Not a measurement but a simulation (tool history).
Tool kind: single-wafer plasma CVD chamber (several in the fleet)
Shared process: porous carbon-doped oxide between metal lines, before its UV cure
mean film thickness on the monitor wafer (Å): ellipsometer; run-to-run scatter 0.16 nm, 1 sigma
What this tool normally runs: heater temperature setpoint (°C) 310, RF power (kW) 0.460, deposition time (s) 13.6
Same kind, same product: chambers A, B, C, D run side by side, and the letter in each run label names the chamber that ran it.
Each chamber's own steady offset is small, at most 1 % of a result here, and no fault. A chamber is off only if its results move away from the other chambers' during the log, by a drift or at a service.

run	day	heater temperature setpoint (°C)	RF power (kW)	deposition time (s)	read-back reference wafer on the same gauge, thickness_nm	mean film thickness on the monitor wafer (Å)
1A	0.621	310	0.460	13.6	56.679	674.32
2C	1.150	310	0.460	13.6	56.721	677.74
3B	1.608	310	0.460	13.6	56.671	680.98
4D	2.258	310	0.460	13.6	56.709	678.77
5B	2.854	310	0.460	13.6	56.697	682.42
6D	3.338	310	0.460	13.6	56.701	679.39
7A	3.683	310	0.460	13.6	56.695	672.04
8C	4.204	310	0.460	13.6	56.741	677.11
9C	4.542	310	0.460	13.6	56.689	677.76
10D	4.946	310	0.460	13.6	56.676	679.42
11B	5.329	310	0.460	13.6	56.696	681.17
12A	5.850	310	0.460	13.6	56.726	672.87
13B	6.242	310	0.460	13.6	56.697	681.29
14C	6.900	310	0.460	13.6	56.690	676.77
15A	7.296	310	0.460	13.6	56.686	677.51
16D	7.792	310	0.460	13.6	56.748	683.88
17D	8.354	310	0.460	13.6	56.685	684.50
18C	8.946	310	0.460	13.6	56.708	679.35
19A	9.325	310	0.460	13.6	56.673	673.01
20B	9.612	310	0.460	13.6	56.685	679.60
21D	9.908	310	0.460	13.6	56.691	685.48
22A	10.400	310	0.460	13.6	56.711	672.63
23C	10.950	310	0.460	13.6	56.712	672.77
24B	11.562	310	0.460	13.6	56.719	683.51
25A	12.096	310	0.460	13.6	56.686	673.50
# day 12.271: chamber A: RF generator calibrated
26D	12.388	310	0.460	13.6	56.717	684.44
27C	12.892	310	0.460	13.6	56.685	678.08
28B	13.221	310	0.460	13.6	56.726	681.46
29B	13.833	310	0.460	13.6	56.681	679.02
30C	14.283	310	0.460	13.6	56.690	674.73
31A	14.825	318	0.410	13.6	56.710	588.92
32D	15.479	318	0.410	13.6	56.683	601.59
33C	15.825	318	0.410	13.6	56.699	591.88
34D	16.258	318	0.410	13.6	56.699	605.35
35B	16.762	310	0.460	13.6	56.686	678.11
36A	17.138	310	0.460	13.6	56.703	674.16
37D	17.421	310	0.460	13.6	56.696	689.54
38A	18.017	301	0.460	11.7	56.687	614.54

Next, every chamber runs the same settings. What will each give?
39A	18.488	310	0.460	13.6		?
39B	18.488	310	0.460	13.6		?
39C	18.488	310	0.460	13.6		?
39D	18.488	310	0.460	13.6		?

run	mean film thickness on the monitor wafer (Å)
39A	674.46
39B	680.56
39C	674.19
39D	690.13
